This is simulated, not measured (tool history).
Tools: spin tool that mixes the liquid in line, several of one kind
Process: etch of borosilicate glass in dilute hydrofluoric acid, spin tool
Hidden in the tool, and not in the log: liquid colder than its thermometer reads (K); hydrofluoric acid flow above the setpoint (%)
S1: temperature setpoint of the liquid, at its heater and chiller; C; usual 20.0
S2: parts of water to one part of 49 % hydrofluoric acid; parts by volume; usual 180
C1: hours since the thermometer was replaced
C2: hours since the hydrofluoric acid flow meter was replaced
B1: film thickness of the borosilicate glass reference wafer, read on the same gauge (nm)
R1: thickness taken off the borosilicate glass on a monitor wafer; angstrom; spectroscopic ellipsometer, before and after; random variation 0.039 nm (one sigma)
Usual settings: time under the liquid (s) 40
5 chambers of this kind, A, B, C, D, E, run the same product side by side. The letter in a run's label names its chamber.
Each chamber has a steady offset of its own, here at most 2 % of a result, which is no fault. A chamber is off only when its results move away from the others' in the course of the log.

Run 1E, hour 7.2: usual settings; C1 54.6; C2 500.7; B1 109.99. Result: R1 95.296 angstrom.
Run 2A, hour 11.5: usual settings; C1 487.5; C2 420.6; B1 109.99. Result: R1 96.853 angstrom.
Run 3D, hour 18.1: usual settings; C1 295.1; C2 1721.0; B1 110.00. Result: R1 98.723 angstrom.
Run 4C, hour 22.3: usual settings; C1 693.0; C2 1987.1; B1 110.00. Result: R1 96.333 angstrom.
Run 5B, hour 29.2: usual settings; C1 2208.3; C2 1039.8; B1 110.01. Result: R1 97.483 angstrom.
Run 6D, hour 32.6: usual settings; C1 309.6; C2 1735.5; B1 110.00. Result: R1 98.223 angstrom.
Run 7B, hour 37.0: usual settings; C1 2216.1; C2 1047.6; B1 109.98. Result: R1 96.620 angstrom.
Run 8E, hour 41.9: usual settings but S2 245 parts by volume, time under the liquid (s) 25; C1 89.3; C2 535.4; B1 109.99. Result: R1 41.165 angstrom.
Run 9A, hour 47.4: usual settings but S2 245 parts by volume, time under the liquid (s) 25; C1 523.4; C2 456.5; B1 110.02. Result: R1 41.750 angstrom.
Run 10C, hour 55.0: usual settings but S2 245 parts by volume, time under the liquid (s) 25; C1 725.7; C2 2019.8; B1 110.01. Result: R1 42.103 angstrom.
Run 11B, hour 58.6: usual settings but S2 245 parts by volume, time under the liquid (s) 25; C1 2237.7; C2 1069.2; B1 109.99. Result: R1 42.022 angstrom.
At hour 60.0: chamber B: thermometer replaced.
Run 12A, hour 66.0: usual settings but S2 245 parts by volume, time under the liquid (s) 25; C1 542.0; C2 475.1; B1 109.99. Result: R1 41.496 angstrom.
Run 13E, hour 72.1: usual settings; C1 119.5; C2 565.6; B1 110.02. Result: R1 95.898 angstrom.
Run 14C, hour 77.3: usual settings; C1 748.0; C2 2042.1; B1 110.03. Result: R1 96.333 angstrom.
Run 15D, hour 85.0: usual settings; C1 362.0; C2 1787.9; B1 110.01. Result: R1 98.390 angstrom.
Run 16C, hour 91.4: usual settings; C1 762.1; C2 2056.2; B1 110.00. Result: R1 96.172 angstrom.
At hour 94.5: chamber C: hydrofluoric acid flow meter replaced.
Run 17D, hour 95.4: usual settings; C1 372.4; C2 1798.3; B1 110.01. Result: R1 98.115 angstrom.
Run 18A, hour 100.2: usual settings; C1 576.2; C2 509.3; B1 110.02. Result: R1 95.896 angstrom.
Run 19B, hour 103.7: usual settings; C1 43.7; C2 1114.3; B1 110.01. Result: R1 97.441 angstrom.
Run 20E, hour 109.4: usual settings; C1 156.8; C2 602.9; B1 110.00. Result: R1 96.102 angstrom.
Run 21D, hour 117.0: usual settings; C1 394.0; C2 1819.9; B1 109.99. Result: R1 98.412 angstrom.
Run 22A, hour 123.3: usual settings but S1 24.5 C, time under the liquid (s) 30; C1 599.3; C2 532.4; B1 110.00. Result: R1 84.945 angstrom.
At hour 127.2: chamber C: thermometer replaced.
Run 23B, hour 130.3: usual settings but S1 24.5 C, time under the liquid (s) 30; C1 70.3; C2 1140.9; B1 109.98. Result: R1 86.042 angstrom.
Run 24C, hour 135.9: usual settings but S1 24.5 C, time under the liquid (s) 30; C1 8.8; C2 41.5; B1 109.99. Result: R1 86.737 angstrom.
Run 25E, hour 142.0: usual settings but S1 24.5 C, time under the liquid (s) 30; C1 189.4; C2 635.5; B1 109.99. Result: R1 85.417 angstrom.
Run 26E, hour 147.8: usual settings but S1 24.5 C, time under the liquid (s) 30; C1 195.2; C2 641.3; B1 109.99. Result: R1 84.558 angstrom.
Run 27D, hour 151.4: usual settings; C1 428.4; C2 1854.3; B1 109.99. Result: R1 98.425 angstrom.
Run 28A, hour 157.8: usual settings; C1 633.8; C2 566.9; B1 109.98. Result: R1 95.064 angstrom.
Run 29C, hour 162.7: usual settings; C1 35.6; C2 68.3; B1 109.99. Result: R1 97.182 angstrom.
Run 30B, hour 166.4: usual settings; C1 106.4; C2 1177.0; B1 110.01. Result: R1 98.223 angstrom.
Run 31C, hour 174.0: usual settings; C1 46.9; C2 79.6; B1 110.01. Result: R1 96.760 angstrom.
Run 32A, hour 180.9: usual settings; C1 656.9; C2 590.0; B1 110.00. Result: R1 94.258 angstrom.
Run 33B, hour 184.6: usual settings; C1 124.6; C2 1195.2; B1 110.00. Result: R1 97.379 angstrom.
Run 34D, hour 189.8: usual settings; C1 466.8; C2 1892.7; B1 109.96. Result: R1 98.672 angstrom.
At hour 191.9: chamber B: hydrofluoric acid flow meter replaced.
Run 35E, hour 195.4: usual settings; C1 242.8; C2 688.9; B1 110.00. Result: R1 95.774 angstrom.
Run 36D, hour 201.0: usual settings; C1 478.0; C2 1903.9; B1 110.00. Result: R1 98.240 angstrom.
Run 37B, hour 207.8: usual settings; C1 147.8; C2 16.0; B1 110.01. Result: R1 97.233 angstrom.
Run 38E, hour 213.0: usual settings; C1 260.4; C2 706.5; B1 110.00. Result: R1 95.052 angstrom.
Run 39C, hour 219.8: usual settings; C1 92.7; C2 125.4; B1 110.00. Result: R1 96.532 angstrom.
Run 40A, hour 227.4: usual settings; C1 703.4; C2 636.5; B1 110.01. Result: R1 93.977 angstrom.
Run 41D, hour 233.5: usual settings; C1 510.5; C2 1936.4; B1 110.01. Result: R1 98.890 angstrom.
Run 42C, hour 238.4: usual settings; C1 111.3; C2 144.0; B1 110.00. Result: R1 97.662 angstrom.
Run 43A, hour 245.5: usual settings; C1 721.5; C2 654.6; B1 109.98. Result: R1 92.599 angstrom.

What goes on in this fleet: one chamber off, a drifting gauge, or nothing beyond the chambers' own small offsets? Name the chamber and the cause, if any.

Chamber A drifts away from the others.
Cause: liquid colder than its thermometer reads (K) = 0.931.
The log may not tell that from: hydrofluoric acid flow below the setpoint (%).

Here are 4 candidates for chamber A's next run, each the usual settings with a change, their results left as question marks. Which one brings its results back in line with what the others give on the usual settings?
In line means no further than this from the other chambers' mean on the usual settings: R1 1.400 angstrom
Run 44A-1, hour 251.2: usual settings but S2 190 parts by volume. Result: R1 ?.
Run 44A-2, hour 251.2: usual settings but S2 170 parts by volume. Result: R1 ?.
Run 44A-3, hour 251.2: usual settings but S1 21.0 C. Result: R1 ?.
Run 44A-4, hour 251.2: usual settings but S1 19.0 C. Result: R1 ?.

The other chambers' mean on the usual settings: R1 97.088 angstrom
  run      R1
44A-1  87.449
44A-2  99.716
44A-3  96.925
44A-4  89.641
44A-3 brings the chamber back in line.
